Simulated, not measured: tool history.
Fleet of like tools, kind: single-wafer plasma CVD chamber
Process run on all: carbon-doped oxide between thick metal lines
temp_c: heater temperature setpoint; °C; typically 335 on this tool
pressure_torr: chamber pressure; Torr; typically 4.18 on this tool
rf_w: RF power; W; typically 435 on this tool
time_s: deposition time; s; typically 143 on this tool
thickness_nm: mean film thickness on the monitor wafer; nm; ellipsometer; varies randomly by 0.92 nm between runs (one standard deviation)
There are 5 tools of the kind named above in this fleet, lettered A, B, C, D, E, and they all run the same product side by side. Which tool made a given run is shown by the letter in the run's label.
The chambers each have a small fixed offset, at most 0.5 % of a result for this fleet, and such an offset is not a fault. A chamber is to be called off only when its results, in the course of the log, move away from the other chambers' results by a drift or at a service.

run,hour,temp_c,pressure_torr,rf_w,time_s,hours since the last thermocouple change,hours since the last RF generator calibration,hours since the last manometer calibration,"read-back reference wafer on the same gauge, thickness_nm",thickness_nm
1B,5,335,4.18,435,143,580.3,415.4,1234.5,708.02,668.36
# hour 8.2: chamber D: thermocouple changed; heater temperature recalibrated
2A,8.8,335,4.18,435,143,1778.1,453.6,1149.5,708.19,666.2
3E,13.1,335,4.18,435,143,474.7,1318.5,338.1,708.36,666.73
4D,17.8,335,4.18,435,143,9.7,371.8,1279.7,708.79,670.55
5C,21.3,335,4.18,435,163,1570.5,1246.7,1374.2,708.52,759.79
6E,26.3,335,4.18,435,163,487.9,1331.7,351.3,708.58,759.14
7D,31.9,335,4.18,435,163,23.8,385.9,1293.8,708.76,762.6
8A,34.9,335,4.18,435,163,1804.2,479.7,1175.6,708.86,761.36
9C,40.4,335,4.18,435,163,1589.6,1265.8,1393.3,708.72,759.27
10B,44.1,347,4.18,435,143,619.4,454.5,1273.6,708.88,647.49
11A,47.3,347,4.18,435,143,1816.6,492.1,1188,709.22,645.78
12D,51.5,347,4.18,435,143,43.4,405.5,1313.4,709.15,649.17
13E,57,347,4.18,435,143,518.6,1362.4,382,709.2,644.16
14B,60.7,347,4.18,435,143,636,471.1,1290.2,709.52,647.96
15C,65.5,335,4.18,435,143,1614.7,1290.9,1418.4,709.46,666.86
16D,70.6,335,4.18,435,143,62.5,424.6,1332.5,709.71,670.75
17B,75.8,335,4.18,435,143,651.1,486.2,1305.3,709.7,669.59
18A,80.2,335,4.18,435,143,1849.5,525,1220.9,709.74,668.74
19C,84.1,335,4.18,435,143,1633.3,1309.5,1437,710.08,666.4
20E,87.6,335,4.18,400,134,549.2,1393,412.6,709.96,590.08
21A,93.2,335,4.18,400,134,1862.5,538,1233.9,710.12,588.3
22D,97.1,335,4.18,400,134,89,451.1,1359,710.36,591.77
23B,101.7,335,4.18,400,134,677,512.1,1331.2,710.5,591.09
24E,107.3,335,4.18,400,134,568.9,1412.7,432.3,710.47,590.54
25C,113,335,4.18,435,143,1662.2,1338.4,1465.9,710.66,667.02
26E,116.5,335,4.18,435,143,578.1,1421.9,441.5,710.66,668.22
27C,122,335,4.18,435,143,1671.2,1347.4,1474.9,710.88,666.78
28B,126.8,335,4.18,435,143,702.1,537.2,1356.3,711.24,671.23
29D,131.7,335,4.18,435,143,123.6,485.7,1393.6,711.04,671.58
30A,136.7,335,4.18,435,143,1906,581.5,1277.4,711.19,670.01
31E,141.8,335,4.18,465,143,603.4,1447.2,466.8,711.29,701.63
32B,145.3,335,4.18,465,143,720.6,555.7,1374.8,711.45,703.51
33C,150.6,335,4.18,465,143,1699.8,1376,1503.5,711.46,699.89
34A,154.6,335,4.18,465,143,1923.9,599.4,1295.3,711.47,703.28
35D,160.5,335,4.18,465,143,152.4,514.5,1422.4,711.46,704.15
36D,164.2,335,4.18,435,143,156.1,518.2,1426.1,711.88,673.39
37B,167.4,335,4.18,435,122,742.7,577.8,1396.9,711.9,574.28

Decide between three cases: one chamber stands off from its peers, the gauge reading all wafers drifts, or nothing is wrong past each chamber's small offset. Where a chamber is off, say which and what most likely put it there.

It is the gauge, not a chamber: its drift shows up in every chamber's results at once, and no chamber is off.
Cause: gauge reads high (%) = 0.565.

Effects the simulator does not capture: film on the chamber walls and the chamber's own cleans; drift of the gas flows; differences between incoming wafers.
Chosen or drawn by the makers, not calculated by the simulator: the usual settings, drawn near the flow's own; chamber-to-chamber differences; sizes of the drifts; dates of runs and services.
